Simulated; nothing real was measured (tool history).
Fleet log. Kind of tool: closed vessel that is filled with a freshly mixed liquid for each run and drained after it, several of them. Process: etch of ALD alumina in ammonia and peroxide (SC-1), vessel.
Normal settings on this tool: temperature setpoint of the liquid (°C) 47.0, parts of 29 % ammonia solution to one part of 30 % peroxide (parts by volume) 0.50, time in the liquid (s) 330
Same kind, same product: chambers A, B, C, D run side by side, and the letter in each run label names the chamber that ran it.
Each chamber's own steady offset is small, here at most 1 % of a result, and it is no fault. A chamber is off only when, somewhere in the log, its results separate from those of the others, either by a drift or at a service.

| run | hour | temperature setpoint of the liquid (°C) | parts of 29 % ammonia solution to one part of 30 % peroxide (parts by volume) | time in the liquid (s) | read-back film thickness of the ALD alumina reference wafer, read on the same gauge (nm) | thickness taken off the ALD alumina on a monitor wafer (nm) |
|---|---|---|---|---|---|---|
| 1C | 7.9 | 47.0 | 0.50 | 330 | 30.003 | 10.9710 |
|  | 10.7 | chamber A: ammonia flow meter replaced |
| 2A | 14.1 | 47.0 | 0.50 | 330 | 29.961 | 11.1230 |
| 3B | 20.2 | 47.0 | 0.50 | 330 | 30.020 | 11.2420 |
| 4D | 28.7 | 47.0 | 0.50 | 330 | 29.996 | 11.1930 |
| 5B | 35.4 | 47.0 | 0.50 | 330 | 30.015 | 11.0740 |
|  | 42.7 | chamber A: new drum of ammonia solution connected |
| 6A | 44.1 | 47.0 | 0.50 | 330 | 29.982 | 11.2430 |
| 7C | 52.8 | 47.0 | 0.50 | 330 | 30.017 | 11.0480 |
| 8D | 58.5 | 47.0 | 0.50 | 330 | 29.979 | 11.2030 |
| 9B | 68.3 | 47.0 | 0.50 | 330 | 30.002 | 11.3370 |
| 10A | 73.0 | 47.0 | 0.50 | 330 | 29.998 | 11.2070 |
| 11C | 82.1 | 47.0 | 0.50 | 330 | 29.970 | 11.3450 |
| 12D | 89.4 | 56.5 | 0.50 | 230 | 29.969 | 12.9290 |
| 13C | 98.2 | 56.5 | 0.50 | 230 | 30.016 | 12.9480 |
| 14B | 106.6 | 56.5 | 0.50 | 230 | 29.999 | 13.2120 |
|  | 111.2 | chamber C: ammonia flow meter replaced |
| 15A | 111.3 | 56.5 | 0.50 | 230 | 30.020 | 13.0630 |
| 16D | 120.7 | 47.0 | 0.50 | 330 | 29.942 | 11.2440 |
| 17D | 129.3 | 47.0 | 0.30 | 230 | 29.994 | 7.4338 |
| 18B | 137.9 | 47.0 | 0.30 | 230 | 30.030 | 7.6135 |
| 19A | 142.7 | 47.0 | 0.30 | 230 | 30.044 | 7.2865 |
| 20C | 148.6 | 47.0 | 0.30 | 230 | 30.042 | 7.4643 |
| 21C | 158.6 | 47.0 | 0.50 | 330 | 29.995 | 11.0140 |
| 22B | 163.1 | 47.0 | 0.50 | 330 | 30.018 | 11.4000 |
| 23A | 169.6 | 47.0 | 0.50 | 330 | 30.013 | 11.3230 |
| 24D | 178.4 | 47.0 | 0.50 | 330 | 29.996 | 11.1460 |
| 25B | 185.8 | 47.0 | 0.50 | 330 | 29.990 | 11.0720 |
| 26C | 191.6 | 47.0 | 0.50 | 330 | 29.988 | 11.2640 |
| 27A | 196.4 | 42.0 | 0.35 | 330 | 30.018 | 8.0707 |
| 28D | 204.9 | 42.0 | 0.35 | 330 | 29.987 | 8.2109 |
| 29C | 211.7 | 42.0 | 0.35 | 330 | 30.012 | 8.1707 |
| 30A | 218.9 | 42.0 | 0.35 | 330 | 30.018 | 8.1556 |
|  | 223.9 | chamber D: new drum of ammonia solution connected |
|  | 224.0 | chamber D: thermometer replaced |
| 31B | 225.3 | 47.0 | 0.50 | 330 | 29.999 | 11.1720 |
| 32D | 230.7 | 47.0 | 0.50 | 330 | 30.005 | 11.1960 |
| 33C | 237.4 | 47.0 | 0.50 | 330 | 29.989 | 11.1910 |
| 34D | 243.1 | 47.0 | 0.50 | 330 | 29.977 | 11.3280 |
|  | 246.9 | chamber A: thermometer replaced |
| 35B | 248.2 | 50.5 | 0.75 | 330 | 30.033 | 14.1990 |
| 36A | 252.6 | 50.5 | 0.75 | 330 | 30.003 | 14.1380 |

The same settings go to every chamber for the next run, one line per chamber below. Forecast the results for each:
| 37A | 259.8 | 47.0 | 0.50 | 330 |  | ? |
| 37B | 259.8 | 47.0 | 0.50 | 330 |  | ? |
| 37C | 259.8 | 47.0 | 0.50 | 330 |  | ? |
| 37D | 259.8 | 47.0 | 0.50 | 330 |  | ? |

| run | thickness taken off the ALD alumina on a monitor wafer (nm) |
|---|---|
| 37A | 11.2350 |
| 37B | 11.3890 |
| 37C | 11.0340 |
| 37D | 11.3160 |
